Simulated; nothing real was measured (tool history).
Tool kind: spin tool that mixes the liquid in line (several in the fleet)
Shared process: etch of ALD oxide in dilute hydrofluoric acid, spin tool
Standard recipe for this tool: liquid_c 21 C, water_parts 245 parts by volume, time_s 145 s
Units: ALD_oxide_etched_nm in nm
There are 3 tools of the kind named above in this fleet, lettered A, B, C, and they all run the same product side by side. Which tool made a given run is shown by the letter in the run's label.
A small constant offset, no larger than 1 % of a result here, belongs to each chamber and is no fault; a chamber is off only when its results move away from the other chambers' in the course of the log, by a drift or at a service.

run   hour  liquid_c  water_parts  time_s  read-back film thickness of the ALD oxide reference wafer, read on the same gauge (nm)  ALD_oxide_etched_nm
 1A    6.5        21          245     145                                                                                  60.033                10.84
 2B   20.7        21          245     145                                                                                  60.001               10.774
 3C   27.5        21          245     145                                                                                  59.991               10.879
 4B     35        21          245     145                                                                                  60.013               10.818
 5C     44        21          245     145                                                                                  59.999               10.849
 6A   54.9        21          245     145                                                                                  60.023               10.734
 7C   64.9        21          245     145                                                                                  59.971                10.83
 8B   79.1        21          245     175                                                                                  60.018                13.11
 9A   91.8        21          245     175                                                                                  60.036               13.069
10C    105        21          245     175                                                                                  59.963               12.993
11B  117.9        21          245     145                                                                                  59.995               10.758
12A  130.9        21          245     145                                                                                  60.002                10.75
13B  138.7        21          130      70                                                                                  60.025                10.99
14A  152.4        21          130      70                                                                                  59.959               10.804
15C  166.2        21          130      70                                                                                  59.997               11.222
16C  177.3        21          245     145                                                                                  60.022               10.872
17A  187.4        21          245     145                                                                                  59.974               10.784
18B  197.2        21          245     145                                                                                  59.995               10.573
19A  207.3        21          245     145                                                                                  59.992               10.823
20C  218.7        21          245     145                                                                                  59.989               10.833
21B  227.9        21          245     145                                                                                  60.005               10.652
22B  238.2        21          245     145                                                                                  60.008               10.579
23C  246.3        21          245     145                                                                                  60.006               10.722
24A  252.8        21          245     145                                                                                  60.007                10.74
25B  259.9        21          245     145                                                                                  60.032               10.514

Has any chamber moved away from the others, gradually or after a service, or does the common gauge drift, or do the chambers differ only by their own small steady offsets? State the chamber and the most likely cause if one applies.

Little by little, chamber B moves away from the other chambers.
Cause: hydrofluoric acid flow below the setpoint (%) = 2.41.
With only this log, it may be confused with: liquid colder than its thermometer reads (K).

Here are 4 candidates for chamber B's next run, each the usual settings with a change, their results left as question marks. Which one brings its results back in line with what the others give on the usual settings?
Counts as in line when no further than this from what the other chambers average on the usual settings: ALD_oxide_etched_nm 0.17 nm
26B-1  270.1        23          245     145                                                                                                            ?
26B-2  270.1        21          240     145                                                                                                            ?
26B-3  270.1        21          245     135                                                                                                            ?
26B-4  270.1        20          245     145                                                                                                            ?

Mean of the other chambers on the usual settings: ALD_oxide_etched_nm 10.806 nm
  run  ALD_oxide_etched_nm
26B-1               11.257
26B-2               10.737
26B-3               9.7438
26B-4               10.086
26B-2 puts the chamber back in line with the other chambers.

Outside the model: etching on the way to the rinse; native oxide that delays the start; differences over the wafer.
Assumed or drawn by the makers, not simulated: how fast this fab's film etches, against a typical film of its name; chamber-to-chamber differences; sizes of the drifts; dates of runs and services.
